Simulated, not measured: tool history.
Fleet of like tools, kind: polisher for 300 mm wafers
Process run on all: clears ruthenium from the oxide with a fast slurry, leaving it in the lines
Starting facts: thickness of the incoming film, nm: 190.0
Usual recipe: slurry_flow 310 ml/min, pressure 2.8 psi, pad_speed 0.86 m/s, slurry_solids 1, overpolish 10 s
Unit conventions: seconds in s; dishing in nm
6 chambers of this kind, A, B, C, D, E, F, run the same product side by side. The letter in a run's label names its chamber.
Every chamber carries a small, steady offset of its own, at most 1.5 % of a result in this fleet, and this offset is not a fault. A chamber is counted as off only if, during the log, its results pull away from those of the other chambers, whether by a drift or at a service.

| run | hour | slurry_flow | pressure | pad_speed | slurry_solids | overpolish | seconds | dishing |
|---|---|---|---|---|---|---|---|---|
| 1E | 4.8 | 310 | 2.8 | 0.86 | 1 | 10 | 56.866 | 27.804 |
| 2F | 7 | 310 | 2.8 | 0.86 | 1 | 10 | 55.553 | 29.598 |
| 3A | 9.8 | 310 | 2.8 | 0.86 | 1 | 10 | 54.893 | 28.539 |
| 4B | 14.2 | 310 | 2.8 | 0.86 | 1 | 10 | 57.401 | 27.876 |
| 5C | 18.2 | 310 | 2.8 | 0.86 | 1 | 10 | 56.262 | 28.174 |
| 6D | 21.9 | 310 | 2.8 | 0.86 | 1 | 10 | 54.236 | 29.539 |
| 7D | 25.3 | 310 | 2.8 | 0.86 | 1 | 10 | 54.675 | 28.161 |
| 8A | 28.3 | 310 | 2.8 | 0.86 | 1 | 10 | 56.172 | 28.19 |
|  | 31.9 | chamber E: slurry blender recalibrated |
| 9B | 32.9 | 310 | 2.8 | 0.86 | 1 | 10 | 57.12 | 28.824 |
| 10E | 36.8 | 310 | 2.8 | 0.86 | 1 | 10 | 55.474 | 28.644 |
|  | 38.9 | chamber F: worn pad replaced by a new one |
| 11C | 41.2 | 310 | 2.8 | 0.86 | 1 | 10 | 57.69 | 28.222 |
|  | 44 | chamber A: slurry blender recalibrated |
| 12F | 44 | 310 | 2.8 | 0.86 | 1 | 10 | 53.645 | 30.092 |
| 13E | 46.4 | 310 | 2.8 | 1.16 | 0.8 | 10 | 46.076 | 34.057 |
| 14A | 49.3 | 310 | 2.8 | 1.16 | 0.8 | 10 | 46.494 | 33.912 |
| 15D | 51.7 | 310 | 2.8 | 1.16 | 0.8 | 10 | 46.848 | 35.279 |
| 16C | 54.9 | 310 | 2.8 | 1.16 | 0.8 | 10 | 46.847 | 31.915 |
| 17B | 57.3 | 310 | 2.8 | 1.16 | 0.8 | 10 | 46.508 | 33.639 |
| 18F | 61.3 | 310 | 2.8 | 1.16 | 0.8 | 10 | 46.108 | 34.613 |
|  | 62.5 | chamber D: worn pad replaced by a new one |
|  | 62.8 | chamber E: worn pad replaced by a new one |
| 19A | 63.4 | 310 | 2.8 | 0.86 | 1 | 10 | 55.886 | 28.254 |
| 20D | 67.7 | 310 | 2.8 | 0.86 | 1 | 10 | 56.945 | 28.348 |
|  | 70.6 | chamber B: slurry nozzle cleaned |
| 21E | 72.4 | 310 | 2.8 | 0.86 | 1 | 10 | 57.034 | 28.311 |
| 22B | 75.2 | 310 | 2.8 | 0.86 | 1 | 10 | 55.09 | 27.626 |
|  | 77.3 | chamber A: worn pad replaced by a new one |
| 23F | 78.4 | 310 | 2.8 | 0.86 | 1 | 10 | 58.222 | 27.897 |
| 24C | 83.1 | 310 | 2.8 | 0.86 | 1 | 10 | 56.603 | 29.001 |
|  | 84.8 | chamber B: worn pad replaced by a new one |
| 25A | 85.4 | 310 | 2.8 | 0.86 | 1 | 10 | 55.224 | 29.19 |
| 26B | 87.7 | 310 | 2.8 | 0.86 | 1 | 10 | 55.15 | 28.922 |
|  | 88.7 | chamber F: worn pad replaced by a new one |
| 27C | 90.8 | 310 | 2.8 | 0.86 | 1 | 10 | 56.174 | 28.546 |
|  | 91.2 | chamber C: worn pad replaced by a new one |
| 28F | 94.4 | 310 | 2.5 | 0.86 | 0.75 | 10 | 76.962 | 21.217 |
| 29D | 99 | 310 | 2.5 | 0.86 | 0.75 | 10 | 72.679 | 21.833 |
| 30E | 101.3 | 310 | 2.5 | 0.86 | 0.75 | 10 | 71.244 | 22.599 |
| 31D | 106.1 | 310 | 2.5 | 0.86 | 0.75 | 10 | 73.251 | 22.161 |
| 32B | 108.6 | 310 | 2.5 | 0.86 | 0.75 | 10 | 73.662 | 22.428 |
| 33F | 112.8 | 310 | 2.5 | 0.86 | 0.75 | 10 | 78.031 | 20.652 |
| 34A | 115.6 | 310 | 2.8 | 0.86 | 1 | 10 | 55.482 | 28.561 |
| 35C | 119.4 | 310 | 2.8 | 0.86 | 1 | 10 | 56.092 | 29.727 |
| 36E | 122.4 | 310 | 2.8 | 0.86 | 1 | 10 | 54.692 | 28.968 |
|  | 123.1 | chamber A: slurry nozzle cleaned |
| 37B | 125.8 | 310 | 2.8 | 0.86 | 1 | 10 | 56.5 | 27.405 |
| 38E | 129.7 | 310 | 2.8 | 0.86 | 1 | 10 | 56.87 | 27.54 |
| 39F | 134 | 310 | 2.8 | 0.64 | 1 | 10 | 84.456 | 19.639 |
| 40A | 136.2 | 310 | 2.8 | 0.64 | 1 | 10 | 74.922 | 22.349 |

For the next run the whole fleet of 6 chambers uses the same settings. Give each chamber's results:
| 41A | 139.6 | 310 | 2.8 | 0.86 | 1.2 | 10 | ? | ? |
| 41B | 139.6 | 310 | 2.8 | 0.86 | 1.2 | 10 | ? | ? |
| 41C | 139.6 | 310 | 2.8 | 0.86 | 1.2 | 10 | ? | ? |
| 41D | 139.6 | 310 | 2.8 | 0.86 | 1.2 | 10 | ? | ? |
| 41E | 139.6 | 310 | 2.8 | 0.86 | 1.2 | 10 | ? | ? |
| 41F | 139.6 | 310 | 2.8 | 0.86 | 1.2 | 10 | ? | ? |

| run | seconds | dishing |
|---|---|---|
| 41A | 51.043 | 29.467 |
| 41B | 50.967 | 30.856 |
| 41C | 52.271 | 29.985 |
| 41D | 51.857 | 30.389 |
| 41E | 51.623 | 30.725 |
| 41F | 59.3 | 27.617 |
